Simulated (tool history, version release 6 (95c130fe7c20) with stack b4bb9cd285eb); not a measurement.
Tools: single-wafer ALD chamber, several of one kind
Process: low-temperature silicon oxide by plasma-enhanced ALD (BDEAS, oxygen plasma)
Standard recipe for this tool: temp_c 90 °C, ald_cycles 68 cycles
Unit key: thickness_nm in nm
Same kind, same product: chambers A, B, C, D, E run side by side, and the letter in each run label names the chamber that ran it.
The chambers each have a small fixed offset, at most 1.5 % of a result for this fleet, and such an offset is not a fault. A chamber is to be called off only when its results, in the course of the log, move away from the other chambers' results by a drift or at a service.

run,hour,temp_c,ald_cycles,hours since the last thermocouple change,"read-back reference wafer on the same gauge, thickness_nm",thickness_nm
1B,13.7,90,68,806.3,10.604,10.035
2D,29.4,90,68,1332.2,10.604,9.9731
3C,43,90,68,2477.6,10.606,10.032
4A,53.6,90,68,144.9,10.606,9.972
5E,64.1,90,68,868,10.608,10.115
6B,71,96,78,863.6,10.614,11.261
7D,84.3,96,78,1387.1,10.612,11.234
8E,95,96,78,898.9,10.615,11.38
9C,107.2,96,78,2541.8,10.619,11.297
10A,120.3,96,78,211.6,10.619,11.204
11B,132,90,68,924.6,10.622,10.044
# hour 135.4: chamber C: thermocouple changed; heater temperature recalibrated
12C,141.4,90,68,6.1,10.618,10.009
13D,148.8,90,68,1451.6,10.624,9.9696
14A,157.4,90,68,248.7,10.628,10.018
15E,170.3,90,68,974.2,10.628,10.119
16B,185.2,77,76,977.8,10.626,11.736
17A,195.8,77,76,287.1,10.633,11.701
18C,204.3,77,76,69,10.636,11.777
19E,212.7,77,76,1016.6,10.636,11.823
20D,223.5,77,76,1526.3,10.634,11.682
21E,238.7,90,68,1042.6,10.638,10.127
22C,248.8,90,68,113.5,10.643,10.067
23A,263,90,68,354.3,10.643,10.03
24B,277.3,90,68,1069.9,10.646,10.042
25D,288,102,55,1590.8,10.647,7.7701
26D,303.3,102,55,1606.1,10.649,7.7874
27C,310.7,102,55,175.4,10.653,7.874
28B,321.7,102,55,1114.3,10.651,7.8451
29A,336.6,102,55,427.9,10.657,7.7969
30E,345.3,90,68,1149.2,10.654,10.133
31C,355.3,90,68,220,10.653,10.099
32B,362.9,90,68,1155.5,10.659,10.099
33E,378.5,90,68,1182.4,10.66,10.149
34D,390.8,90,68,1693.6,10.662,9.9911
35A,406.6,90,68,497.9,10.666,10.049
36C,420.5,90,68,285.2,10.665,10.099

Has any chamber moved away from the others, gradually or after a service, or does the common gauge drift, or do the chambers differ only by their own small steady offsets? State the chamber and the most likely cause if one applies.

It is the gauge, not a chamber: its drift shows up in every chamber's results at once, and no chamber is off.
Likeliest cause: gauge reads high (%) = 0.656.

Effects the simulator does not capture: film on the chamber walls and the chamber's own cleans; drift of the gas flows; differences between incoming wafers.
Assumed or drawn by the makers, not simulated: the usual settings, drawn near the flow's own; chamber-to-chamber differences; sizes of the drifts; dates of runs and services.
